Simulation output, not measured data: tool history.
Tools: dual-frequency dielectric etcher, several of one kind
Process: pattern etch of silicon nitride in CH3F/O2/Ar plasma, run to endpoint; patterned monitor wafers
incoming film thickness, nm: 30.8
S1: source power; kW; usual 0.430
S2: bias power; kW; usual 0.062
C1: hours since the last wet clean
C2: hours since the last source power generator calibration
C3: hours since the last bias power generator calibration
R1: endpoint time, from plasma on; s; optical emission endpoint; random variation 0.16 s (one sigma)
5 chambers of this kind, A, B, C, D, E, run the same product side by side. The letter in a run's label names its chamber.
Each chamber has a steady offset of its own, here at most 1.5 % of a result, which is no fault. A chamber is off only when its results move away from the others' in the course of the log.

Run 1B, day 0.317: usual settings; C1 379.4; C2 2874.0; C3 1427.1. Result: R1 45.303 s.
Run 2E, day 0.533: usual settings; C1 270.5; C2 20.6; C3 877.9. Result: R1 46.017 s.
Run 3D, day 0.758: usual settings; C1 212.4; C2 2138.3; C3 1243.5. Result: R1 44.972 s.
Run 4C, day 1.017: usual settings; C1 245.3; C2 1710.3; C3 3080.9. Result: R1 46.029 s.
Run 5A, day 1.325: usual settings; C1 415.7; C2 2038.2; C3 68.8. Result: R1 45.730 s.
Run 6B, day 1.621: usual settings; C1 410.7; C2 2905.3; C3 1458.4. Result: R1 45.462 s.
Run 7E, day 2.017: usual settings; C1 306.1; C2 56.2; C3 913.5. Result: R1 46.009 s.
Run 8A, day 2.292: usual settings; C1 438.9; C2 2061.4; C3 92.0. Result: R1 45.428 s.
Run 9C, day 2.621: usual settings; C1 283.8; C2 1748.8; C3 3119.4. Result: R1 45.897 s.
At day 2.838: chamber A: wet clean of the chamber.
Run 10D, day 2.946: usual settings; C1 264.9; C2 2190.8; C3 1296.0. Result: R1 44.969 s.
At day 3.017: chamber B: wet clean of the chamber.
Run 11A, day 3.171: usual settings; C1 8.1; C2 2082.5; C3 113.1. Result: R1 45.358 s.
Run 12D, day 3.371: usual settings; C1 275.1; C2 2201.0; C3 1306.2. Result: R1 44.747 s.
Run 13E, day 3.733: usual settings; C1 347.3; C2 97.4; C3 954.7. Result: R1 45.978 s.
Run 14C, day 4.179: usual settings; C1 321.2; C2 1786.2; C3 3156.8. Result: R1 46.492 s.
Run 15B, day 4.538: usual settings; C1 36.5; C2 2975.3; C3 1528.4. Result: R1 45.203 s.
Run 16D, day 4.983: usual settings; C1 313.8; C2 2239.7; C3 1344.9. Result: R1 44.669 s.
Run 17A, day 5.362: usual settings; C1 60.7; C2 2135.1; C3 165.7. Result: R1 45.548 s.
Run 18B, day 5.775: usual settings; C1 66.2; C2 3005.0; C3 1558.1. Result: R1 45.363 s.
Run 19E, day 5.992: usual settings; C1 401.5; C2 151.6; C3 1008.9. Result: R1 45.610 s.
Run 20C, day 6.417: usual settings; C1 374.9; C2 1839.9; C3 3210.5. Result: R1 46.879 s.
Run 21C, day 6.638: usual settings; C1 380.2; C2 1845.2; C3 3215.8. Result: R1 46.739 s.
Run 22D, day 7.033: usual settings; C1 363.0; C2 2288.9; C3 1394.1. Result: R1 45.011 s.
Run 23A, day 7.292: usual settings; C1 107.0; C2 2181.4; C3 212.0. Result: R1 45.383 s.
Run 24E, day 7.750: usual settings; C1 443.7; C2 193.8; C3 1051.1. Result: R1 45.733 s.
Run 25B, day 8.096: usual settings; C1 121.9; C2 3060.7; C3 1613.8. Result: R1 45.332 s.
Run 26D, day 8.525: usual settings; C1 398.8; C2 2324.7; C3 1429.9. Result: R1 44.972 s.
Run 27A, day 8.958: usual settings; C1 147.0; C2 2221.4; C3 252.0. Result: R1 45.555 s.
Run 28B, day 9.396: usual settings but S1 0.490 kW; C1 153.1; C2 3091.9; C3 1645.0. Result: R1 43.125 s.
Run 29C, day 9.817: usual settings but S1 0.490 kW; C1 456.5; C2 1921.5; C3 3292.1. Result: R1 45.143 s.
At day 9.829: chamber E: wet clean of the chamber.
Run 30E, day 10.046: usual settings but S1 0.490 kW; C1 5.2; C2 248.9; C3 1106.2. Result: R1 43.783 s.
Run 31B, day 10.358: usual settings but S1 0.490 kW; C1 176.2; C2 3115.0; C3 1668.1. Result: R1 43.059 s.
Run 32C, day 10.738: usual settings but S1 0.490 kW; C1 478.6; C2 1943.6; C3 3314.2. Result: R1 45.283 s.
Run 33E, day 11.017: usual settings but S1 0.350 kW, S2 0.069 kW; C1 28.5; C2 272.2; C3 1129.5. Result: R1 48.099 s.

Is one chamber off against the others, does the gauge drift, or is nothing wrong? If a chamber is off, say which, and what the likeliest cause is.

Chamber C drifts away from the others.
Cause: etch rate under this chamber's usual, % = 4.15.

Here are 4 candidates for chamber C's next run, each the usual settings with a change, their results left as question marks. Which one brings its results back in line with what the others give on the usual settings?
In line means no further than this from the other chambers' mean on the usual settings: R1 0.570 s
Run 34C-1, day 11.354: usual settings but S1 0.460 kW, S2 0.066 kW. Result: R1 ?.
Run 34C-2, day 11.354: usual settings but S2 0.053 kW. Result: R1 ?.
Run 34C-3, day 11.354: usual settings but S1 0.440 kW, S2 0.063 kW. Result: R1 ?.
Run 34C-4, day 11.354: usual settings but S1 0.420 kW, S2 0.061 kW. Result: R1 ?.

The other chambers' mean on the usual settings: R1 45.429 s
  run      R1
34C-1  45.644
34C-2  50.334
34C-3  47.150
34C-4  48.511
34C-1 brings the chamber back in line.

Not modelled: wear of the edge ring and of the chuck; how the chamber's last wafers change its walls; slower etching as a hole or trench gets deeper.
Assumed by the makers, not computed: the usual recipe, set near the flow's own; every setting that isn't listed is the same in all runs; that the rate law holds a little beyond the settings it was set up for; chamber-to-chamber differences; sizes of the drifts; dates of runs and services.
